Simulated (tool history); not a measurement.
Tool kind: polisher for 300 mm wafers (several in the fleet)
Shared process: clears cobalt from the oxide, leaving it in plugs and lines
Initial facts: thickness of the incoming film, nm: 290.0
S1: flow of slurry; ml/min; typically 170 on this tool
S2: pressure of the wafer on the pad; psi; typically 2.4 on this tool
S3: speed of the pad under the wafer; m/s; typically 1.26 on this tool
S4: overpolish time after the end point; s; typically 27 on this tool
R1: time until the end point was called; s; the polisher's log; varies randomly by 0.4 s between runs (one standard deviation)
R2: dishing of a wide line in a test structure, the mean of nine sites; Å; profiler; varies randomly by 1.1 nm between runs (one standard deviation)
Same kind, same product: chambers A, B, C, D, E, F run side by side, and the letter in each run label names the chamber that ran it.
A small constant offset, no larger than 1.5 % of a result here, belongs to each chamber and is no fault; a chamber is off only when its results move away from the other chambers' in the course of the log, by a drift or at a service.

run	day	S1	S2	S3	S4	R1	R2
1C	0.308	170	2.4	1.26	27	35.501	840.42
# day 0.696: chamber A: worn pad replaced by a new one
# day 0.729: chamber D: worn pad replaced by a new one
2A	0.929	170	2.4	1.26	27	35.797	868.38
# day 0.975: chamber F: worn pad replaced by a new one
3B	1.383	170	2.4	1.26	27	35.202	852.1
4E	1.988	170	2.4	1.26	27	34.989	834.36
# day 2.383: chamber C: worn pad replaced by a new one
5F	2.488	170	2.9	1.26	38	29.177	917.63
6D	2.904	170	2.9	1.26	38	28.931	952.46
7E	3.308	170	2.9	1.26	38	29.244	933.15
8A	3.654	170	2.9	1.26	38	29.5	931.55
9D	3.975	170	2.9	1.26	38	29.441	926.34
# day 4.171: chamber A: slurry nozzle cleaned
# day 4.475: chamber D: worn pad replaced by a new one
10C	4.538	170	2.9	1.26	38	29.17	948.21
# day 4.896: chamber E: worn pad replaced by a new one
11F	5.021	170	2.4	1.26	27	34.924	846.7
# day 5.096: chamber B: head pressure recalibrated
# day 5.229: chamber A: worn pad replaced by a new one
12B	5.496	170	2.4	1.26	27	34.907	851.39
# day 5.796: chamber C: worn pad replaced by a new one
13A	5.875	170	2.4	1.26	27	36.176	860.59
14B	6.146	170	2.4	1.26	27	34.895	849.67
# day 6.604: chamber F: slurry nozzle cleaned
15E	6.675	170	2.4	1.26	27	35.304	847.48
# day 7.112: chamber F: worn pad replaced by a new one
16C	7.242	170	2.4	1.26	27	36.122	871.9
17F	7.829	170	2.4	1.26	27	34.965	856.58
# day 7.917: chamber D: worn pad replaced by a new one
# day 8.038: chamber B: worn pad replaced by a new one
18D	8.421	170	2.4	1.26	27	35.726	858.04
19B	8.85	170	2.4	1.26	27	34.645	865.99
20C	9.121	170	2.4	1.26	27	35.878	868.55
21D	9.696	225	1.8	1.26	27	44.234	785.39
# day 9.775: chamber C: worn pad replaced by a new one
22A	10.104	225	1.8	1.26	27	45.22	814.57
# day 10.417: chamber A: worn pad replaced by a new one
23F	10.462	225	1.8	1.26	27	45.177	773.43
24E	10.825	225	1.8	1.26	27	45.346	781.08
25E	11.446	225	1.8	1.26	27	46.006	774.39
# day 11.821: chamber E: worn pad replaced by a new one
26C	11.858	225	1.8	1.26	27	46.425	807.39
# day 11.938: chamber B: slurry nozzle cleaned
# day 12.021: chamber D: worn pad replaced by a new one
27B	12.158	170	2.4	1.26	27	34.733	845.37
28A	12.633	170	2.4	1.26	27	35.766	855.59
29D	12.954	205	2.4	1.62	27	26.912	910.68
# day 13.488: chamber C: worn pad replaced by a new one
30F	13.504	205	2.4	1.62	27	26.835	878.54
# day 13.842: chamber A: slurry nozzle cleaned
31C	13.908	205	2.4	1.62	27	27.069	903.35
32E	14.375	205	2.4	1.62	27	27.082	904.38
# day 14.846: chamber F: worn pad replaced by a new one
33A	14.95	205	2.4	1.62	27	26.756	904.79
# day 15.258: chamber B: worn pad replaced by a new one
34B	15.312	205	2.4	1.62	27	27.237	924.65
# day 15.362: chamber D: worn pad replaced by a new one
# day 15.433: chamber A: worn pad replaced by a new one
35F	15.75	170	2.4	1.26	27	35.527	857.34
# day 15.896: chamber F: head pressure recalibrated
36D	16.038	170	1.7	1.5	27	41.862	830.45
37C	16.421	170	1.7	1.5	27	41.819	814.51
38E	16.917	170	1.7	1.5	27	42.017	822.31
39A	17.533	170	1.7	1.5	27	42.442	823.13
40F	17.829	170	1.7	1.5	27	42.166	811.77
41B	18.296	170	1.7	1.5	27	41.711	836.32

One chamber off, gauge drift, or nothing amiss beyond the chambers' own small offsets? If it is a chamber, which one, and what is the likeliest cause?

No chamber stands off beyond its own small offset, and the gauge holds steady.
